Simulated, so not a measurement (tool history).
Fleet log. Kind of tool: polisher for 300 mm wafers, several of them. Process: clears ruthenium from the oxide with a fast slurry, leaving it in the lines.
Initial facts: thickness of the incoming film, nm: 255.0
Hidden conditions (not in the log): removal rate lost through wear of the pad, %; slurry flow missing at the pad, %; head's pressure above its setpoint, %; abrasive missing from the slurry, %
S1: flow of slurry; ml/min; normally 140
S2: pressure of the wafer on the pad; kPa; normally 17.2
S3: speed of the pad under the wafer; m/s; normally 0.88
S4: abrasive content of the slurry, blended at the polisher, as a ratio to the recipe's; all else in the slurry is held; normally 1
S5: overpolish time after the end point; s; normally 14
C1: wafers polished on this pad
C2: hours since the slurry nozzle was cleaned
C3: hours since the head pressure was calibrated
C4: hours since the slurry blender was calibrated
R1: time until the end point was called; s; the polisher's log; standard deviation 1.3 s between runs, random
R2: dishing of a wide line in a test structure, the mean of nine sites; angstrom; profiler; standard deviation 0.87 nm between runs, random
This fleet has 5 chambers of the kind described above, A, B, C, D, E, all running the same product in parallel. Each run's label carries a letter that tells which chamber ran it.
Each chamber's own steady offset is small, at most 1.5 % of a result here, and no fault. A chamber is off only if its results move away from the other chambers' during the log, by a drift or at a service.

run   hour   S1    S2    S3    S4  S5    C1     C2      C3     C4      R1      R2
 1C    6.3  140  17.2  0.88     1  14   795   50.1     138    233  68.582  395.62
 2D   16.1  140  17.2  0.88     1  14   406  452.2   922.2  134.3   66.95  420.82
 3E   23.9  140  17.2  0.88     1  14   827  427.5   319.4  223.1  66.847  412.47
      29.2  -- chamber C: slurry blender recalibrated
 4A   30.4  140  17.2  0.88     1  14   586   97.8   485.8   42.3  67.186  380.68
      32.8  -- chamber B: worn pad replaced by a new one
 5B   37.1  140  17.2  0.88     1  14    52  344.5   292.3    178  69.741  398.92
      41.6  -- chamber B: slurry nozzle cleaned
      45.7  -- chamber A: worn pad replaced by a new one
 6C   46.7  140  17.2  0.88     1  14  1284   90.5   178.4   17.5  65.442  408.52
      51.8  -- chamber E: worn pad replaced by a new one
 7D   52.6  140  17.2  0.88     1  14   848  488.7   958.7  170.8  67.366  384.91
        53  -- chamber C: worn pad replaced by a new one
      53.9  -- chamber D: worn pad replaced by a new one
        58  -- chamber E: slurry blender recalibrated
 8E   59.2  140  17.2  0.88     1  14    89  462.8   354.7    1.2   65.44  409.28
      61.1  -- chamber D: slurry blender recalibrated
 9A   68.2  140  17.2  0.88     1  14   272  135.6   523.6   80.1  65.223  389.15
10B   78.8  140  17.2  0.88     1  14   557   37.3     334  219.7  68.385  390.63
      79.8  -- chamber E: slurry nozzle cleaned
11D   88.8  140  17.2  0.88     1  14   422  524.9   994.9   27.7  66.449  410.26
12E   95.5  140  17.2  0.88     1  14   528   15.8     391   37.5  65.878  400.67
13A  105.1  140  17.2  0.88     1  14   719  172.5   560.5    117   66.96  412.22
     112.2  -- chamber B: worn pad replaced by a new one
14C  113.4  140  17.2  0.88     1  14   731  157.2   245.1   84.2  66.791  397.26
     114.2  -- chamber D: worn pad replaced by a new one
15B  121.3  140  17.2  0.88     1  14   110   79.8   376.5  262.2   69.65  381.79
     126.3  -- chamber A: worn pad replaced by a new one
16E  128.7  140  17.2  0.88   0.8  14   930     49   424.2   70.7  71.735  365.65
     131.5  -- chamber D: slurry nozzle cleaned
17B  137.4  140  17.2  0.88   0.8  14   305   95.9   392.6  278.3  78.065  346.46
18A  143.1  140  17.2  0.88   0.8  14   203  210.5   598.5    155  71.711  379.94
     146.5  -- chamber E: worn pad replaced by a new one
19C  153.3  140  17.2  0.88   0.8  14  1214  197.1     285  124.1  73.543  379.43
20D  161.9  140  17.2  0.88   0.8  14   578   30.4    1068  100.8  74.887  380.36
21C  169.1  140  17.2  0.88     1  14  1405  212.9   300.8  139.9  66.497  413.85
     172.9  -- chamber C: worn pad replaced by a new one
     177.3  -- chamber D: worn pad replaced by a new one
22A  178.2  140  17.2  0.88     1  14   628  245.6   633.6  190.1  68.105  404.57
23D  190.9  165  17.2  0.88     1  20   164   59.4    1097  129.8  64.199   539.9
24B  196.4  165  17.2  0.88     1  20  1019  154.9   451.6  337.3  70.491  510.82
     200.3  -- chamber D: slurry blender recalibrated
     203.6  -- chamber A: worn pad replaced by a new one
25E  209.1  165  17.2  0.88     1  20   758  129.4   504.6  151.1  62.883  543.58
     211.1  -- chamber B: worn pad replaced by a new one
26B  221.8  165  17.2  0.88     1  20   130  180.3     477  362.7  72.689  501.04
       227  -- chamber E: worn pad replaced by a new one
27A  227.9  165  17.2  0.88     1  20   294  295.3   683.3  239.8  63.555  534.11
28D  237.6  140  17.2  0.88     1  14   729  106.1  1143.7   37.3  66.345  404.31
     239.7  -- chamber C: slurry blender recalibrated
     247.8  -- chamber D: worn pad replaced by a new one
29C  248.9  140  17.2  1.14   1.2  14   920  292.7   380.6    9.3  46.496  516.91
30E  258.8  140  17.2  1.14   1.2  14   384  179.1   554.3  200.8  46.778  530.29
31A  265.2  140  17.2  1.14   1.2  14   746  332.6   720.6  277.1  47.666  538.59
32D  275.5  140  17.2  1.14   1.2  14   335    144  1181.6   75.2  47.945  528.43
33E  286.3  140  17.2  1.14   1.2  14   717  206.6   581.8  228.3  46.678  532.46
     291.9  -- chamber C: worn pad replaced by a new one
34C    299  140  14.5  0.88  1.15  14    86  342.8   430.7   59.4  73.202     385

All 5 chambers run these settings next. Forecast each chamber's results:
35A   308  140  17.2  0.88   1  14                   ?   ?
35B   308  140  17.2  0.88   1  14                   ?   ?
35C   308  140  17.2  0.88   1  14                   ?   ?
35D   308  140  17.2  0.88   1  14                   ?   ?
35E   308  140  17.2  0.88   1  14                   ?   ?

run      R1      R2
35A  65.256  400.74
35B  79.635  349.36
35C  66.529  413.92
35D  67.536  399.38
35E  66.444  418.64
